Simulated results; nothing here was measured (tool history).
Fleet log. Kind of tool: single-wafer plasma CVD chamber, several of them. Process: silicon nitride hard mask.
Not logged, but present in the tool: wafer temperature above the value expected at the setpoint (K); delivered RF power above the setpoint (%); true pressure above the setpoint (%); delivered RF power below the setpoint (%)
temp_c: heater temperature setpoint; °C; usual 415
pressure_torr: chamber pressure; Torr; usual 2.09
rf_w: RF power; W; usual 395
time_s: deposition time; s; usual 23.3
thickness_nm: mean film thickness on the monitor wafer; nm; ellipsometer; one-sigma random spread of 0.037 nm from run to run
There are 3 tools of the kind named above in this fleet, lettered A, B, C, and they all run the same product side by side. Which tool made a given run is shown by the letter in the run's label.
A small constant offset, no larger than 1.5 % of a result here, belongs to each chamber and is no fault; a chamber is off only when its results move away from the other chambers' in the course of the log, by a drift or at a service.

run	hour	temp_c	pressure_torr	rf_w	time_s	hours since the last thermocouple change	hours since the last RF generator calibration	hours since the last manometer calibration	read-back reference wafer on the same gauge, thickness_nm	thickness_nm
1A	4.5	415	2.09	395	23.3	935.2	1083.0	1031.6	36.292	34.042
2B	12.0	415	2.09	395	23.3	824.7	235.4	621.3	36.274	34.609
3C	16.6	415	2.09	395	23.3	255.8	529.2	1392.9	36.282	34.098
4A	20.9	415	2.09	395	23.3	951.6	1099.4	1048.0	36.273	33.950
5C	26.4	415	2.09	395	23.3	265.6	539.0	1402.7	36.281	34.072
6B	31.6	415	2.09	395	23.3	844.3	255.0	640.9	36.266	34.567
7C	37.5	415	2.09	395	23.3	276.7	550.1	1413.8	36.262	33.965
8B	42.8	415	2.09	395	23.3	855.5	266.2	652.1	36.257	34.592
9A	47.1	415	2.09	395	23.3	977.8	1125.6	1074.2	36.243	33.993
10A	51.3	415	2.09	355	23.3	982.0	1129.8	1078.4	36.235	31.768
11C	55.2	415	2.09	355	23.3	294.4	567.8	1431.5	36.236	31.747
12B	60.0	415	2.09	355	23.3	872.7	283.4	669.3	36.232	32.324
13A	67.4	415	2.09	395	23.3	998.1	1145.9	1094.5	36.230	33.948
14B	72.8	410	2.09	460	23.3	885.5	296.2	682.1	36.222	37.788
# hour 74.3: chamber B: thermocouple changed; heater temperature recalibrated
15C	80.0	410	2.09	460	23.3	319.2	592.6	1456.3	36.206	37.208
16C	85.5	410	2.09	460	23.3	324.7	598.1	1461.8	36.205	37.219
17A	92.4	415	2.09	395	23.3	1023.1	1170.9	1119.5	36.195	33.908
18B	97.5	415	2.09	395	23.3	23.3	320.9	706.8	36.200	34.422
19C	104.5	415	2.09	395	23.3	343.7	617.1	1480.8	36.167	33.920
20B	108.6	407	2.09	395	21.4	34.4	332.0	717.9	36.191	31.803
21A	114.6	407	2.09	395	21.4	1045.3	1193.1	1141.7	36.177	31.260
22C	120.0	407	2.09	395	21.4	359.2	632.6	1496.3	36.156	31.297
23B	123.5	415	2.09	395	23.3	49.3	346.9	732.8	36.155	34.451
24A	129.2	415	2.09	395	23.3	1059.9	1207.7	1156.3	36.152	33.902
25C	132.8	415	2.09	395	23.3	372.0	645.4	1509.1	36.148	33.943
26B	136.1	415	2.09	395	23.3	61.9	359.5	745.4	36.149	34.507
27A	142.5	415	2.09	395	23.3	1073.2	1221.0	1169.6	36.139	33.868

Each of the 3 chambers runs these same settings next. Fill in every chamber's results:
28A	147.9	415	2.09	395	23.3					?
28B	147.9	415	2.09	395	23.3					?
28C	147.9	415	2.09	395	23.3					?

run	thickness_nm
28A	33.903
28B	34.427
28C	33.906
